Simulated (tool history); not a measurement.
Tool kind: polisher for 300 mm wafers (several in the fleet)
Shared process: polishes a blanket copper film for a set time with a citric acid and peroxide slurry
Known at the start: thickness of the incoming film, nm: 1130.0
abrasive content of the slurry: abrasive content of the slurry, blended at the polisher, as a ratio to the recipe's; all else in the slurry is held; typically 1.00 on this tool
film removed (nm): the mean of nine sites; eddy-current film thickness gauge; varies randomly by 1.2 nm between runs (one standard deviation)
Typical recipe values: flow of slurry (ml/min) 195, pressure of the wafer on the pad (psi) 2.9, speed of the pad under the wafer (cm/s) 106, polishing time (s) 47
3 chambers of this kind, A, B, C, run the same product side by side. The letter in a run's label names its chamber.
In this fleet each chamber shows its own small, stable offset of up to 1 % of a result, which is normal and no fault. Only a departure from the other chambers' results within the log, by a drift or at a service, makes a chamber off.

run    day  flow of slurry (ml/min)  pressure of the wafer on the pad (psi)  speed of the pad under the wafer (cm/s)  abrasive content of the slurry  polishing time (s)  film removed (nm)
 1A  0.346                      195                                     2.9                                      106                            1.00                  47             114.75
 2C  0.662                      195                                     2.9                                      106                            1.00                  47             119.31
 3B  0.946                      195                                     2.9                                      106                            1.00                  47             117.02
 4C  1.179                      195                                     2.9                                      106                            1.00                  47             119.57
     1.183  -- chamber A: head pressure recalibrated
 5B  1.388                      195                                     2.9                                      106                            1.00                  47             118.25
     1.408  -- chamber C: worn pad replaced by a new one
 6A  1.625                      195                                     2.9                                      106                            1.00                  47             117.55
 7A  1.821                      195                                     2.9                                      106                            1.00                  47             117.31
 8C  2.108                      195                                     2.9                                      106                            1.00                  47             118.21
 9B  2.375                      195                                     2.9                                      106                            1.00                  47             118.30
     2.454  -- chamber C: slurry nozzle cleaned
10B  2.533                      195                                     2.9                                      106                            1.15                  47             120.17
     2.821  -- chamber A: slurry blender recalibrated
11C  2.879                      195                                     2.9                                      106                            1.15                  47             123.25
     2.979  -- chamber A: worn pad replaced by a new one
12A  3.146                      195                                     2.9                                      106                            1.15                  47             120.66
13C  3.454                      195                                     2.9                                      106                            1.00                  47             120.04
14A  3.696                      195                                     2.9                                      106                            1.00                  47             115.62
15B  3.904                      195                                     2.9                                      106                            1.00                  47             115.63
     4.138  -- chamber B: slurry nozzle cleaned
16A  4.188                      195                                     2.9                                      106                            1.00                  47             117.83
     4.325  -- chamber B: worn pad replaced by a new one
17B  4.396                      195                                     2.9                                      106                            1.00                  47             117.55
18C  4.583                      195                                     2.9                                      106                            1.00                  47             123.02
19C  4.925                      195                                     2.9                                      106                            1.00                  47             123.50
     5.000  -- chamber C: worn pad replaced by a new one
20B  5.133                      195                                     2.9                                      106                            1.00                  47             117.94
21A  5.475                      195                                     2.9                                      106                            1.00                  47             116.02
     5.538  -- chamber B: slurry blender recalibrated
22C  5.650                      195                                     2.9                                      106                            1.00                  47             126.66
23A  5.812                      195                                     2.9                                      106                            1.00                  47             118.85
24B  6.000                      150                                     2.9                                      106                            0.90                  47             110.32
25B  6.171                      150                                     2.9                                      106                            0.90                  47             110.54
     6.196  -- chamber A: worn pad replaced by a new one
26A  6.346                      150                                     2.9                                      106                            0.90                  47             111.01
     6.562  -- chamber C: slurry blender recalibrated
27C  6.571                      195                                     2.9                                      106                            1.00                  47             127.68
28A  6.875                      195                                     2.9                                      106                            1.00                  55             138.61
29C  7.079                      195                                     2.9                                      106                            1.00                  55             148.55
30B  7.371                      195                                     2.9                                      106                            1.00                  55             137.30
31A  7.650                      195                                     2.9                                      106                            1.00                  47             115.36
32B  7.958                      195                                     2.9                                      106                            1.00                  47             115.45

Next, all 3 chambers run the settings below, one line each with question marks for the results. What does each chamber give?
33A  8.217                      195                                     2.9                                      106                            0.70                  47                  ?
33B  8.217                      195                                     2.9                                      106                            0.70                  47                  ?
33C  8.217                      195                                     2.9                                      106                            0.70                  47                  ?

run  film removed (nm)
33A             108.27
33B             109.11
33C             119.25
